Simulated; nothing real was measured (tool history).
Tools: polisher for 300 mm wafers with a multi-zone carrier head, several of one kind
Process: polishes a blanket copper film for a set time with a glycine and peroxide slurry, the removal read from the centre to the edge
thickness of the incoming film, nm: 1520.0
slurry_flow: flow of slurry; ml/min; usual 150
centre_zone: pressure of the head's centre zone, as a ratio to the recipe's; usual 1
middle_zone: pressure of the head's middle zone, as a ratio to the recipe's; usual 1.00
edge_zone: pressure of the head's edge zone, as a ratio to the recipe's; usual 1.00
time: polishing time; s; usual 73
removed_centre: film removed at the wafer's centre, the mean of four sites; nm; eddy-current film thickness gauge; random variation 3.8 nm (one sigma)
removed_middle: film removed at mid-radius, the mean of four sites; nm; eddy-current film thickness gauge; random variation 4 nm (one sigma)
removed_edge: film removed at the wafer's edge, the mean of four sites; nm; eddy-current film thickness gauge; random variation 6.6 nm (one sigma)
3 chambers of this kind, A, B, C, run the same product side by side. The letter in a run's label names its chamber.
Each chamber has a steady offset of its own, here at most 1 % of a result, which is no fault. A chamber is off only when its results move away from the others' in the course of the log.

run   hour  slurry_flow  centre_zone  middle_zone  edge_zone  time  wafers polished on this pad  hours since the slurry nozzle was cleaned  hours since the centre zone pressure was calibrated  hours since the edge zone pressure was calibrated  removed_centre  removed_middle  removed_edge
 1C    6.7          150            1         1.00       1.00    73                          688                                       81.6                                                101.2                                              168.5          492.25          495.26        486.18
 2A   15.5          150            1         1.00       1.00    73                          970                                      436.7                                               1145.5                                              754.8          501.23          494.80        484.21
 3B   22.9          150            1         1.00       1.00    73                          803                                      180.0                                                282.6                                               76.6          488.82          494.12        496.08
      27.0  -- chamber B: worn pad replaced by a new one
 4A   29.0          150            1         1.00       1.00    73                         1094                                      450.2                                               1159.0                                              768.3          498.71          494.37        490.94
 5C   38.3          150            1         1.00       1.00    73                          979                                      113.2                                                132.8                                              200.1          486.99          496.21        486.54
      41.0  -- chamber A: worn pad replaced by a new one
 6B   47.4          150            1         1.00       1.00    73                          188                                      204.5                                                307.1                                              101.1          493.50          500.61        487.26
      48.1  -- chamber C: worn pad replaced by a new one
 7B   52.9          150            1         1.00       1.00    73                          238                                      210.0                                                312.6                                              106.6          493.77          505.65        495.66
 8A   60.1          150            1         1.00       1.06    56                          176                                      481.3                                               1190.1                                              799.4          378.87          381.29        394.36
 9C   65.1          150            1         1.00       1.06    56                          156                                      140.0                                                159.6                                              226.9          382.25          379.17        384.51
      72.5  -- chamber A: centre zone pressure recalibrated
10B   72.6          150            1         1.00       1.06    56                          420                                      229.7                                                332.3                                              126.3          375.86          383.96        395.20
      75.2  -- chamber A: edge zone pressure recalibrated
11A   77.9          150            1         1.00       1.00    73                          339                                      499.1                                                  5.4                                                2.7          523.45          497.47        498.83
12C   83.8          150            1         1.00       1.00    73                          328                                      158.7                                                178.3                                              245.6          491.78          492.74        483.86
13B   89.1          150            1         1.00       1.00    73                          571                                      246.2                                                348.8                                              142.8          491.22          496.83        493.76
14C   93.6          175            1         1.00       1.09    73                          419                                      168.5                                                188.1                                              255.4          507.58          512.81        531.66
15A   98.7          175            1         1.00       1.09    73                          530                                      519.9                                                 26.2                                               23.5          539.92          512.12        521.57
16B  107.1          175            1         1.00       1.09    73                          737                                      264.2                                                366.8                                              160.8          510.06          506.76        528.76
17A  114.2          150            1         1.00       1.00    73                          673                                      535.4                                                 41.7                                               39.0          523.20          500.81        502.03
18C  122.6          150            1         1.00       1.00    73                          685                                      197.5                                                217.1                                              284.4          499.08          496.64        496.43
19B  130.5          170            1         1.00       1.00    73                          952                                      287.6                                                390.2                                              184.2          510.49          506.73        511.23
     139.2  -- chamber B: worn pad replaced by a new one
20C  139.2          170            1         1.00       1.00    73                          838                                      214.1                                                233.7                                              301.0          507.20          508.20        497.37
21A  145.0          170            1         1.00       1.00    73                          956                                      566.2                                                 72.5                                               69.8          532.78          505.33        502.33
22B  150.2          150            1         1.00       1.00    73                          101                                      307.3                                                409.9                                              203.9          495.57          505.10        492.67
     153.9  -- chamber C: worn pad replaced by a new one
23C  159.9          150            1         1.00       1.00    73                           55                                      234.8                                                254.4                                              321.7          483.20          490.18        492.31
24A  165.1          150            1         1.00       1.00    73                         1141                                      586.3                                                 92.6                                               89.9          527.50          493.30        493.26
25B  170.4          150            1         1.00       1.00    73                          287                                      327.5                                                430.1                                              224.1          492.42          497.38        490.86
26A  177.4          150            1         1.00       1.00    73                         1254                                      598.6                                                104.9                                              102.2          525.58          495.28        502.44
     182.2  -- chamber A: worn pad replaced by a new one
27C  186.0          150            1         1.04       1.00    86                          295                                      260.9                                                280.5                                              347.8          580.38          606.18        581.50
28B  194.6          150            1         1.04       1.00    86                          509                                      351.7                                                454.3                                              248.3          572.62          609.49        590.80
29A  203.4          150            1         1.04       1.00    86                          195                                      624.6                                                130.9                                              128.2          623.73          608.73        584.55
30C  213.4          150            1         1.00       1.00    73                          547                                      288.3                                                307.9                                              375.2          493.80          501.11        490.81
31A  218.6          150            1         1.00       1.00    73                          335                                      639.8                                                146.1                                              143.4          523.57          495.19        495.59
32C  225.7          150            1         1.00       1.00    73                          660                                      300.6                                                320.2                                              387.5          494.94          494.04        487.76

All 3 chambers run these settings next. Forecast each chamber's results:
33A  233.0          150            1         1.00       1.00    73                                                                                                                                                                                               ?               ?             ?
33B  233.0          150            1         1.00       1.00    73                                                                                                                                                                                               ?               ?             ?
33C  233.0          150            1         1.00       1.00    73                                                                                                                                                                                               ?               ?             ?

run  removed_centre  removed_middle  removed_edge
33A          531.23          498.56        484.71
33B          488.18          497.96        499.05
33C          499.29          497.08        498.60
